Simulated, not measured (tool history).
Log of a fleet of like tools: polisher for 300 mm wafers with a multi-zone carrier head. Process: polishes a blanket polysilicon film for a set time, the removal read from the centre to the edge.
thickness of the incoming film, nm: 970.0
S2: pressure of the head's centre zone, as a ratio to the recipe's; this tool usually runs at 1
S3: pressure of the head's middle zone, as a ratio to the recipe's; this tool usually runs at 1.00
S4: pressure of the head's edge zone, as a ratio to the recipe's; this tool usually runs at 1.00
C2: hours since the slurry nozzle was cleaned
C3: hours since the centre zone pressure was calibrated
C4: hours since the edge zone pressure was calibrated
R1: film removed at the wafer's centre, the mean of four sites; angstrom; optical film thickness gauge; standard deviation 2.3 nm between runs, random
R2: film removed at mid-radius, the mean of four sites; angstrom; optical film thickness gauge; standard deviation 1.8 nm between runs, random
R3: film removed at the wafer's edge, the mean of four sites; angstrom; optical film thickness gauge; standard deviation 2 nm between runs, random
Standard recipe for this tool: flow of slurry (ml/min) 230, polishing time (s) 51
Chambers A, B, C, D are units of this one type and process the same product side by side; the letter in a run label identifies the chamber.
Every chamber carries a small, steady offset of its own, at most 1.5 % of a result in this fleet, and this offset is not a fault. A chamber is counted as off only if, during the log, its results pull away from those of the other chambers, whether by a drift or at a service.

At hour 0.8: chamber D: worn pad replaced by a new one.
Run 1D, hour 6.0: usual settings; wafers polished on this pad 34; C2 622.3; C3 56.9; C4 366.8. Result: R1 1664.5 angstrom, R2 1750.2 angstrom, R3 1729.9 angstrom.
Run 2B, hour 12.7: usual settings; wafers polished on this pad 583; C2 217.4; C3 976.3; C4 141.1. Result: R1 1693.8 angstrom, R2 1681.5 angstrom, R3 1698.1 angstrom.
Run 3A, hour 17.6: usual settings; wafers polished on this pad 501; C2 713.8; C3 377.1; C4 485.9. Result: R1 1706.7 angstrom, R2 1658.8 angstrom, R3 1671.9 angstrom.
Run 4C, hour 21.3: usual settings; wafers polished on this pad 168; C2 196.9; C3 213.5; C4 445.9. Result: R1 1693.3 angstrom, R2 1655.3 angstrom, R3 1652.9 angstrom.
At hour 22.9: chamber B: slurry nozzle cleaned.
At hour 25.6: chamber A: slurry nozzle cleaned.
Run 5C, hour 27.0: usual settings; wafers polished on this pad 206; C2 202.6; C3 219.2; C4 451.6. Result: R1 1659.2 angstrom, R2 1687.9 angstrom, R3 1671.8 angstrom.
Run 6A, hour 32.7: usual settings; wafers polished on this pad 602; C2 7.1; C3 392.2; C4 501.0. Result: R1 1676.7 angstrom, R2 1674.5 angstrom, R3 1688.5 angstrom.
Run 7B, hour 39.8: usual settings; wafers polished on this pad 765; C2 16.9; C3 1003.4; C4 168.2. Result: R1 1718.1 angstrom, R2 1680.7 angstrom, R3 1655.8 angstrom.
Run 8D, hour 46.6: usual settings; wafers polished on this pad 306; C2 662.9; C3 97.5; C4 407.4. Result: R1 1674.5 angstrom, R2 1705.4 angstrom, R3 1695.3 angstrom.
Run 9A, hour 51.2: usual settings; wafers polished on this pad 726; C2 25.6; C3 410.7; C4 519.5. Result: R1 1708.3 angstrom, R2 1696.3 angstrom, R3 1672.0 angstrom.
At hour 54.4: chamber A: worn pad replaced by a new one.
Run 10B, hour 58.4: usual settings; wafers polished on this pad 889; C2 35.5; C3 1022.0; C4 186.8. Result: R1 1651.5 angstrom, R2 1681.5 angstrom, R3 1695.3 angstrom.
At hour 58.8: chamber A: centre zone pressure recalibrated.
At hour 63.4: chamber B: worn pad replaced by a new one.
Run 11D, hour 66.3: usual settings but S3 0.92; wafers polished on this pad 438; C2 682.6; C3 117.2; C4 427.1. Result: R1 1611.4 angstrom, R2 1554.1 angstrom, R3 1654.5 angstrom.
At hour 66.6: chamber C: worn pad replaced by a new one.
At hour 69.7: chamber D: slurry nozzle cleaned.
Run 12C, hour 71.1: usual settings but S3 0.92; wafers polished on this pad 30; C2 246.7; C3 263.3; C4 495.7. Result: R1 1670.7 angstrom, R2 1542.8 angstrom, R3 1638.5 angstrom.
Run 13B, hour 74.8: usual settings but S3 0.92; wafers polished on this pad 76; C2 51.9; C3 1038.4; C4 203.2. Result: R1 1683.3 angstrom, R2 1557.6 angstrom, R3 1655.2 angstrom.
Run 14C, hour 79.5: usual settings but S3 0.92; wafers polished on this pad 86; C2 255.1; C3 271.7; C4 504.1. Result: R1 1666.9 angstrom, R2 1571.6 angstrom, R3 1692.2 angstrom.
At hour 79.7: chamber A: edge zone pressure recalibrated.
At hour 82.2: chamber C: edge zone pressure recalibrated.
Run 15A, hour 83.3: usual settings; wafers polished on this pad 193; C2 57.7; C3 24.5; C4 3.7. Result: R1 1555.2 angstrom, R2 1688.7 angstrom, R3 1681.3 angstrom.
Run 16D, hour 91.0: usual settings but S4 0.94, polishing time (s) 67; wafers polished on this pad 604; C2 21.3; C3 141.9; C4 451.8. Result: R1 2204.9 angstrom, R2 2202.7 angstrom, R3 2145.2 angstrom.
At hour 97.7: chamber C: slurry nozzle cleaned.
Run 17D, hour 97.8: usual settings but S4 0.94, polishing time (s) 67; wafers polished on this pad 649; C2 28.1; C3 148.7; C4 458.6. Result: R1 2105.5 angstrom, R2 2256.0 angstrom, R3 2094.9 angstrom.
Run 18A, hour 105.8: usual settings but S4 0.94, polishing time (s) 67; wafers polished on this pad 344; C2 80.2; C3 47.0; C4 26.2. Result: R1 2015.7 angstrom, R2 2228.0 angstrom, R3 2154.7 angstrom.
Run 19B, hour 112.7: usual settings but S4 0.94, polishing time (s) 67; wafers polished on this pad 330; C2 89.8; C3 1076.3; C4 241.1. Result: R1 2240.2 angstrom, R2 2176.6 angstrom, R3 2136.6 angstrom.
Run 20C, hour 116.9: usual settings; wafers polished on this pad 337; C2 19.2; C3 309.1; C4 34.8. Result: R1 1703.6 angstrom, R2 1667.4 angstrom, R3 1690.8 angstrom.
Run 21B, hour 121.1: usual settings; wafers polished on this pad 386; C2 98.2; C3 1084.7; C4 249.5. Result: R1 1684.6 angstrom, R2 1649.3 angstrom, R3 1695.8 angstrom.
Run 22D, hour 126.2: usual settings; wafers polished on this pad 839; C2 56.5; C3 177.1; C4 487.0. Result: R1 1701.6 angstrom, R2 1679.3 angstrom, R3 1664.6 angstrom.
Run 23C, hour 134.5: usual settings; wafers polished on this pad 454; C2 36.8; C3 326.7; C4 52.4. Result: R1 1663.9 angstrom, R2 1681.2 angstrom, R3 1658.3 angstrom.
Run 24A, hour 141.9: usual settings but S4 1.09; wafers polished on this pad 586; C2 116.3; C3 83.1; C4 62.3. Result: R1 1507.4 angstrom, R2 1680.7 angstrom, R3 1767.6 angstrom.
Run 25D, hour 148.3: usual settings but S4 1.09; wafers polished on this pad 987; C2 78.6; C3 199.2; C4 509.1. Result: R1 1685.6 angstrom, R2 1719.8 angstrom, R3 1779.8 angstrom.
At hour 151.3: chamber C: worn pad replaced by a new one.
Run 26C, hour 156.6: usual settings but S4 1.09; wafers polished on this pad 35; C2 58.9; C3 348.8; C4 74.5. Result: R1 1704.7 angstrom, R2 1677.5 angstrom, R3 1732.8 angstrom.
Run 27B, hour 161.5: usual settings but S4 1.09; wafers polished on this pad 657; C2 138.6; C3 1125.1; C4 289.9. Result: R1 1724.3 angstrom, R2 1710.0 angstrom, R3 1740.1 angstrom.
Run 28A, hour 168.4: usual settings; wafers polished on this pad 763; C2 142.8; C3 109.6; C4 88.8. Result: R1 1520.5 angstrom, R2 1690.3 angstrom, R3 1699.8 angstrom.
Run 29C, hour 173.7: usual settings; wafers polished on this pad 150; C2 76.0; C3 365.9; C4 91.6. Result: R1 1692.4 angstrom, R2 1706.5 angstrom, R3 1680.9 angstrom.
At hour 175.4: chamber A: worn pad replaced by a new one.
At hour 175.7: chamber B: worn pad replaced by a new one.
Run 30A, hour 178.7: usual settings; wafers polished on this pad 22; C2 153.1; C3 119.9; C4 99.1. Result: R1 1487.3 angstrom, R2 1701.8 angstrom, R3 1701.3 angstrom.
At hour 184.6: chamber D: worn pad replaced by a new one.
Run 31B, hour 185.9: usual settings; wafers polished on this pad 68; C2 163.0; C3 1149.5; C4 314.3. Result: R1 1661.8 angstrom, R2 1711.2 angstrom, R3 1697.9 angstrom.
Run 32D, hour 193.3: usual settings; wafers polished on this pad 58; C2 123.6; C3 244.2; C4 554.1. Result: R1 1670.3 angstrom, R2 1724.5 angstrom, R3 1659.9 angstrom.

The same settings go to every chamber for the next run, one line per chamber below. Forecast the results for each:
Run 33A, hour 199.3: usual settings but S3 0.90. Result: R1 ?, R2 ?, R3 ?.
Run 33B, hour 199.3: usual settings but S3 0.90. Result: R1 ?, R2 ?, R3 ?.
Run 33C, hour 199.3: usual settings but S3 0.90. Result: R1 ?, R2 ?, R3 ?.
Run 33D, hour 199.3: usual settings but S3 0.90. Result: R1 ?, R2 ?, R3 ?.

run      R1      R2      R3
33A  1500.0  1542.7  1703.7
33B  1669.7  1547.7  1698.0
33C  1719.1  1520.2  1674.1
33D  1672.6  1584.5  1662.8

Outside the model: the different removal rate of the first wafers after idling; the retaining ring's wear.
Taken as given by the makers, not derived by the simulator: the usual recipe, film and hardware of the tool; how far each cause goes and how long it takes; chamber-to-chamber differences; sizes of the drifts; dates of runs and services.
